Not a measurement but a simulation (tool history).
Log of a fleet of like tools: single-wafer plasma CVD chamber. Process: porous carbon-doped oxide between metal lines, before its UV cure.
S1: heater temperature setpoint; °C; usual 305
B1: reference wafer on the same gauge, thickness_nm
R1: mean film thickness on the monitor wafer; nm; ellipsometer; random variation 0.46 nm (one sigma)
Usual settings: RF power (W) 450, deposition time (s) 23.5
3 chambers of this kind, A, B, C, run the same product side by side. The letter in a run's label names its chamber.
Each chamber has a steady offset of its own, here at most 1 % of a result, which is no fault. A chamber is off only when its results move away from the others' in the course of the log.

{"run": "1A", "hour": 9.3, "S1": 305, "RF power (W)": 450, "deposition time (s)": 23.5, "B1": 102.85, "R1": 117.45}
{"run": "2B", "hour": 17.6, "S1": 305, "RF power (W)": 450, "deposition time (s)": 23.5, "B1": 102.97, "R1": 115.91}
{"run": "3C", "hour": 26.4, "S1": 305, "RF power (W)": 450, "deposition time (s)": 23.5, "B1": 102.95, "R1": 116.22}
{"run": "4C", "hour": 37.2, "S1": 305, "RF power (W)": 450, "deposition time (s)": 23.5, "B1": 102.91, "R1": 115.82}
{"run": "5A", "hour": 48.4, "S1": 305, "RF power (W)": 450, "deposition time (s)": 23.5, "B1": 102.99, "R1": 117.14}
{"run": "6B", "hour": 55.6, "S1": 305, "RF power (W)": 450, "deposition time (s)": 23.5, "B1": 102.99, "R1": 116.3}
{"run": "7A", "hour": 66.4, "S1": 305, "RF power (W)": 450, "deposition time (s)": 23.5, "B1": 103.01, "R1": 116.51}
{"run": "8B", "hour": 74.4, "S1": 305, "RF power (W)": 450, "deposition time (s)": 23.5, "B1": 103.01, "R1": 115.74}
{"run": "9C", "hour": 85.5, "S1": 305, "RF power (W)": 450, "deposition time (s)": 23.5, "B1": 103.01, "R1": 115.46}
{"run": "10A", "hour": 92.5, "S1": 305, "RF power (W)": 450, "deposition time (s)": 19.3, "B1": 102.92, "R1": 95.968}
{"run": "11C", "hour": 99.4, "S1": 305, "RF power (W)": 450, "deposition time (s)": 19.3, "B1": 103.05, "R1": 95.455}
{"run": "12B", "hour": 109.4, "S1": 305, "RF power (W)": 450, "deposition time (s)": 19.3, "B1": 103.14, "R1": 96.691}
{"run": "13C", "hour": 121.4, "S1": 305, "RF power (W)": 450, "deposition time (s)": 23.5, "B1": 103, "R1": 114.84}
{"run": "14B", "hour": 129.1, "S1": 305, "RF power (W)": 450, "deposition time (s)": 23.5, "B1": 102.98, "R1": 115.56}
{"run": "15A", "hour": 141.4, "S1": 305, "RF power (W)": 450, "deposition time (s)": 23.5, "B1": 102.96, "R1": 114.43}
{"run": "16B", "hour": 149.5, "S1": 305, "RF power (W)": 450, "deposition time (s)": 23.5, "B1": 103, "R1": 116.49}
{"run": "17C", "hour": 158.1, "S1": 305, "RF power (W)": 450, "deposition time (s)": 23.5, "B1": 102.96, "R1": 114.75}
{"run": "18A", "hour": 168.2, "S1": 305, "RF power (W)": 490, "deposition time (s)": 23.5, "B1": 102.95, "R1": 121.65}
{"run": "19B", "hour": 176.8, "S1": 305, "RF power (W)": 490, "deposition time (s)": 23.5, "B1": 103.14, "R1": 122.63}
{"hour": 180.4, "done": "chamber A: thermocouple changed; heater temperature recalibrated"}
{"run": "20A", "hour": 188.5, "S1": 305, "RF power (W)": 490, "deposition time (s)": 23.5, "B1": 103.03, "R1": 120.63}
{"run": "21C", "hour": 195.7, "S1": 305, "RF power (W)": 450, "deposition time (s)": 23.5, "B1": 103.17, "R1": 115.24}
{"run": "22A", "hour": 205.5, "S1": 305, "RF power (W)": 450, "deposition time (s)": 23.5, "B1": 102.93, "R1": 112.84}
{"run": "23B", "hour": 215.9, "S1": 305, "RF power (W)": 450, "deposition time (s)": 23.5, "B1": 103, "R1": 117.34}
{"run": "24C", "hour": 222.8, "S1": 305, "RF power (W)": 450, "deposition time (s)": 23.5, "B1": 102.97, "R1": 116}

Next, every chamber runs the same settings. What will each give?
{"run": "25A", "hour": 232.3, "S1": 305, "RF power (W)": 450, "deposition time (s)": 23.5, "R1": "?"}
{"run": "25B", "hour": 232.3, "S1": 305, "RF power (W)": 450, "deposition time (s)": 23.5, "R1": "?"}
{"run": "25C", "hour": 232.3, "S1": 305, "RF power (W)": 450, "deposition time (s)": 23.5, "R1": "?"}

run=25A R1=111.39
run=25B R1=116.43
run=25C R1=115.45

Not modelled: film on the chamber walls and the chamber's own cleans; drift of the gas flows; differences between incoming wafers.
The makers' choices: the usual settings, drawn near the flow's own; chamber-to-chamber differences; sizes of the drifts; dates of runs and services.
